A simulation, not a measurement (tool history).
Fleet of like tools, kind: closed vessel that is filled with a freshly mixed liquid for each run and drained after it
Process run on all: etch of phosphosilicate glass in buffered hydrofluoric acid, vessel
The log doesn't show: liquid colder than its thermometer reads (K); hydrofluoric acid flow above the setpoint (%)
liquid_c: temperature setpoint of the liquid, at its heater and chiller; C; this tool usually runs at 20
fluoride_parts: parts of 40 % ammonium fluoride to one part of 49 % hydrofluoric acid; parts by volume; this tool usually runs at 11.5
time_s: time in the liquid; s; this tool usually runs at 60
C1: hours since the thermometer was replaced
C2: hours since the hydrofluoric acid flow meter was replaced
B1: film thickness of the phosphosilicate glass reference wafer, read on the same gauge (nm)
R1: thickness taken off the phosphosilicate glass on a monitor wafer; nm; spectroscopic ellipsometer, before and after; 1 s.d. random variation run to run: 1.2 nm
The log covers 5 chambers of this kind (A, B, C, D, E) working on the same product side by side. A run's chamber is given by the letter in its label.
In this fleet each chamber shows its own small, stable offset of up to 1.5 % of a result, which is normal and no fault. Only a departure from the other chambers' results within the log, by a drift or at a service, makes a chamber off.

run 1E hour=3.2 | liquid_c=20 fluoride_parts=11.5 time_s=60 | C1=556.4 C2=723.5 | B1=150.02 | R1=128.930
run 2A hour=6.8 | liquid_c=20 fluoride_parts=11.5 time_s=60 | C1=318.8 C2=134.6 | B1=150.02 | R1=128.210
run 3D hour=10.7 | liquid_c=20 fluoride_parts=11.5 time_s=60 | C1=1403.2 C2=57.6 | B1=150.02 | R1=127.100
run 4C hour=15.3 | liquid_c=20 fluoride_parts=11.5 time_s=60 | C1=649.1 C2=1517.1 | B1=150.01 | R1=129.170
run 5B hour=18.6 | liquid_c=20 fluoride_parts=11.5 time_s=60 | C1=906.5 C2=955.1 | B1=149.97 | R1=127.520
run 6D hour=22.8 | liquid_c=24 fluoride_parts=11.5 time_s=60 | C1=1415.3 C2=69.7 | B1=149.98 | R1=157.520
run 7E hour=25.8 | liquid_c=24 fluoride_parts=11.5 time_s=60 | C1=579.0 C2=746.1 | B1=149.99 | R1=162.030
run 8B hour=28.5 | liquid_c=24 fluoride_parts=11.5 time_s=60 | C1=916.4 C2=965.0 | B1=150.00 | R1=159.220
run 9C hour=32.7 | liquid_c=24 fluoride_parts=11.5 time_s=60 | C1=666.5 C2=1534.5 | B1=150.02 | R1=162.630
run 10A hour=37.2 | liquid_c=24 fluoride_parts=11.5 time_s=60 | C1=349.2 C2=165.0 | B1=149.99 | R1=161.290
run 11D hour=39.7 | liquid_c=20 fluoride_parts=11.5 time_s=60 | C1=1432.2 C2=86.6 | B1=149.96 | R1=129.440
run 12A hour=44.4 | liquid_c=20 fluoride_parts=11.5 time_s=60 | C1=356.4 C2=172.2 | B1=149.98 | R1=131.030
run 13B hour=48.2 | liquid_c=20 fluoride_parts=11.5 time_s=60 | C1=936.1 C2=984.7 | B1=150.01 | R1=124.300
run 14C hour=50.8 | liquid_c=20 fluoride_parts=9.5 time_s=50 | C1=684.6 C2=1552.6 | B1=149.98 | R1=128.890
run 15E hour=53.9 | liquid_c=20 fluoride_parts=9.5 time_s=50 | C1=607.1 C2=774.2 | B1=149.98 | R1=126.760
run 16D hour=57.2 | liquid_c=20 fluoride_parts=9.5 time_s=50 | C1=1449.7 C2=104.1 | B1=149.98 | R1=125.580
run 17E hour=59.6 | liquid_c=20 fluoride_parts=9.5 time_s=50 | C1=612.8 C2=779.9 | B1=149.98 | R1=127.110
run 18A hour=64.8 | liquid_c=20 fluoride_parts=9.5 time_s=50 | C1=376.8 C2=192.6 | B1=149.99 | R1=127.230
run 19C hour=70.0 | liquid_c=20 fluoride_parts=11.5 time_s=60 | C1=703.8 C2=1571.8 | B1=150.01 | R1=129.800
-- hour=73.5 chamber C: thermometer replaced
run 20B hour=74.1 | liquid_c=20 fluoride_parts=11.5 time_s=60 | C1=962.0 C2=1010.6 | B1=149.98 | R1=125.430
run 21D hour=77.6 | liquid_c=20 fluoride_parts=11.5 time_s=60 | C1=1470.1 C2=124.5 | B1=149.99 | R1=127.780
run 22A hour=82.8 | liquid_c=20 fluoride_parts=11.5 time_s=60 | C1=394.8 C2=210.6 | B1=149.99 | R1=129.780
run 23B hour=87.3 | liquid_c=20 fluoride_parts=11.5 time_s=60 | C1=975.2 C2=1023.8 | B1=150.02 | R1=126.640
run 24C hour=92.4 | liquid_c=20 fluoride_parts=11.5 time_s=60 | C1=18.9 C2=1594.2 | B1=150.03 | R1=130.980
run 25E hour=96.2 | liquid_c=20 fluoride_parts=11.5 time_s=60 | C1=649.4 C2=816.5 | B1=149.98 | R1=121.220
run 26E hour=100.1 | liquid_c=20 fluoride_parts=11.5 time_s=60 | C1=653.3 C2=820.4 | B1=149.98 | R1=121.070
run 27A hour=103.8 | liquid_c=20 fluoride_parts=11.5 time_s=60 | C1=415.8 C2=231.6 | B1=149.99 | R1=129.450
run 28D hour=107.4 | liquid_c=22 fluoride_parts=11.5 time_s=35 | C1=1499.9 C2=154.3 | B1=150.03 | R1=83.045
run 29B hour=110.8 | liquid_c=22 fluoride_parts=11.5 time_s=35 | C1=998.7 C2=1047.3 | B1=150.01 | R1=81.009
run 30C hour=115.0 | liquid_c=22 fluoride_parts=11.5 time_s=35 | C1=41.5 C2=1616.8 | B1=149.96 | R1=84.591
run 31C hour=117.4 | liquid_c=22 fluoride_parts=11.5 time_s=35 | C1=43.9 C2=1619.2 | B1=149.98 | R1=83.633
run 32B hour=121.6 | liquid_c=22 fluoride_parts=11.5 time_s=35 | C1=1009.5 C2=1058.1 | B1=149.99 | R1=81.702
run 33A hour=124.0 | liquid_c=20 fluoride_parts=11.5 time_s=60 | C1=436.0 C2=251.8 | B1=150.01 | R1=132.030

Decide between three cases: one chamber stands off from its peers, the gauge reading all wafers drifts, or nothing is wrong past each chamber's small offset. Where a chamber is off, say which and what most likely put it there.

One chamber, E, drifts off from the rest bit by bit.
Cause: liquid colder than its thermometer reads (K) = 1.48.
From this log alone, it may not be told apart from: hydrofluoric acid flow below the setpoint (%).

Which of the 4 candidates below, each the usual settings with something changed and its results left as question marks, puts chamber E back in line with what the other chambers give on the usual settings?
In line here means within this much of the mean the other chambers give on the usual settings: R1 4.100 nm
run 34E-1 hour=127.8 | liquid_c=20.0 fluoride_parts=11.5 time_s=65 | R1=?
run 34E-2 hour=127.8 | liquid_c=20.0 fluoride_parts=11.5 time_s=55 | R1=?
run 34E-3 hour=127.8 | liquid_c=20.0 fluoride_parts=12.0 time_s=55 | R1=?
run 34E-4 hour=127.8 | liquid_c=22.5 fluoride_parts=11.5 time_s=60 | R1=?

On the usual settings, the other chambers give on average: R1 127.970 nm
run=34E-1 R1=128.440
run=34E-2 R1=108.680
run=34E-3 R1=104.210
run=34E-4 R1=136.560
The answer is 34E-1, which returns the chamber to within the allowed miss of the others.

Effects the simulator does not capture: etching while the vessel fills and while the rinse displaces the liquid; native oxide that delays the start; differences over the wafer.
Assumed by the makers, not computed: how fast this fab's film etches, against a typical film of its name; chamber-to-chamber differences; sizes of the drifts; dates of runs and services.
